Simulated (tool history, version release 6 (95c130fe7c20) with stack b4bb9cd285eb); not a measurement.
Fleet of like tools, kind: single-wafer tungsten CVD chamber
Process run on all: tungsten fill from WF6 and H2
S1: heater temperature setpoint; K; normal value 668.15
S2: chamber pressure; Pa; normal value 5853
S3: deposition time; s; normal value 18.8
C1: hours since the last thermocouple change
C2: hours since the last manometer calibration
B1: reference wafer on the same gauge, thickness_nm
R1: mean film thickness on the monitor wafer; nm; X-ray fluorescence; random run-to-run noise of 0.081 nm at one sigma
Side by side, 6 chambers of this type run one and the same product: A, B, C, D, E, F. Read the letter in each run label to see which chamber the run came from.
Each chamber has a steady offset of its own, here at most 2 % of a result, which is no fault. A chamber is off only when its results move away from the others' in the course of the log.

run,day,S1,S2,S3,C1,C2,B1,R1
1B,0.483,668.15,5853,18.8,561.8,375.5,50.005,59.541
2D,0.9,668.15,5853,18.8,996.3,2096.7,50.012,59.401
3F,1.517,668.15,5853,18.8,1856.2,292.9,50.022,59.054
4C,1.896,668.15,5853,18.8,514,126.1,50.014,59.633
5A,2.529,668.15,4626,18.8,1580.9,2401.6,50.042,52.346
6E,3.029,668.15,4626,18.8,1596.3,1260.6,50.027,53.559
7A,3.483,668.15,4626,18.8,1603.8,2424.5,50.052,52.422
8F,4.021,668.15,4626,18.8,1916.3,353,50.048,53.244
9C,4.362,668.15,4626,18.8,573.2,185.3,50.056,53.511
10D,5.021,668.15,4626,18.8,1095.2,2195.6,50.07,53.21
11E,5.462,668.15,5853,18.8,1654.7,1319,50.064,59.657
# day 5.967: chamber D: thermocouple changed; heater temperature recalibrated
12B,5.988,668.15,5853,18.8,693.9,507.6,50.072,59.938
13E,6.596,668.15,5853,18.8,1681.9,1346.2,50.077,59.716
14D,7.192,668.15,5853,18.8,29.4,2247.7,50.085,59.384
15F,7.704,668.15,5853,18.8,2004.7,441.4,50.104,59.406
16A,8.046,668.15,5853,18.8,1713.3,2534,50.121,58.46
# day 8.075: chamber E: capacitance manometer re-zeroed and calibrated
17C,8.596,668.15,5853,18.8,674.8,286.9,50.089,59.836
18B,8.938,668.15,5853,18.8,764.7,578.4,50.106,59.917
# day 9.475: chamber A: capacitance manometer re-zeroed and calibrated
19D,9.617,663.15,5853,18.8,87.6,2305.9,50.123,54.062
20B,10.067,663.15,5853,18.8,791.8,605.5,50.122,54.444
# day 10.221: chamber D: capacitance manometer re-zeroed and calibrated
21A,10.438,663.15,5853,18.8,1770.7,23.2,50.14,53.091
22F,10.875,663.15,5853,18.8,2080.8,517.5,50.134,54.097
23C,11.412,663.15,5853,18.8,742.4,354.5,50.145,54.494
24E,11.9,663.15,5853,18.8,1809.2,91.9,50.144,54.217
25A,12.354,668.15,5853,18.8,1816.7,69.2,50.166,58.533
26D,12.85,668.15,5853,18.8,165.2,63.1,50.172,59.448
27E,13.479,668.15,5853,18.8,1847.1,129.8,50.171,59.76
28B,14.167,668.15,5853,18.8,890.2,703.9,50.176,59.731
29F,14.638,668.15,5853,18.8,2171.1,607.8,50.178,59.405
30C,14.962,668.15,5853,18.8,827.6,439.7,50.179,59.91
31C,15.479,668.15,5853,18.8,840,452.1,50.206,59.948
32E,15.854,668.15,5853,18.8,1904.1,186.8,50.204,59.739
33D,16.158,668.15,5853,18.8,244.6,142.5,50.217,59.536
34F,16.733,674.15,5853,16.6,2221.4,658.1,50.198,58.533
35B,17.138,674.15,5853,16.6,961.5,775.2,50.211,59.009
36A,17.754,674.15,5853,16.6,1946.3,198.8,50.227,58.003
37A,18.417,674.15,5853,16.6,1962.2,214.7,50.241,57.895
38F,18.821,674.15,5853,16.6,2271.5,708.2,50.228,58.735
39D,19.325,674.15,5853,16.6,320.6,218.5,50.239,58.933
40C,19.725,675.15,5853,15.2,941.9,554,50.251,55.041
41E,20.325,675.15,5853,15.2,2011.4,294.1,50.248,55.007
42B,20.896,675.15,5853,15.2,1051.7,865.4,50.24,55.097
43E,21.262,675.15,5853,15.2,2033.9,316.6,50.255,54.984
44A,21.658,675.15,5853,15.2,2040,292.5,50.294,54.024

All chambers now run identical settings, listed one chamber a line with results as question marks. What results will each chamber show?
45A,22.154,668.15,5853,20.8,,,,?
45B,22.154,668.15,5853,20.8,,,,?
45C,22.154,668.15,5853,20.8,,,,?
45D,22.154,668.15,5853,20.8,,,,?
45E,22.154,668.15,5853,20.8,,,,?
45F,22.154,668.15,5853,20.8,,,,?

run,R1
45A,65.024
45B,66.355
45C,66.564
45D,66.013
45E,66.331
45F,65.785

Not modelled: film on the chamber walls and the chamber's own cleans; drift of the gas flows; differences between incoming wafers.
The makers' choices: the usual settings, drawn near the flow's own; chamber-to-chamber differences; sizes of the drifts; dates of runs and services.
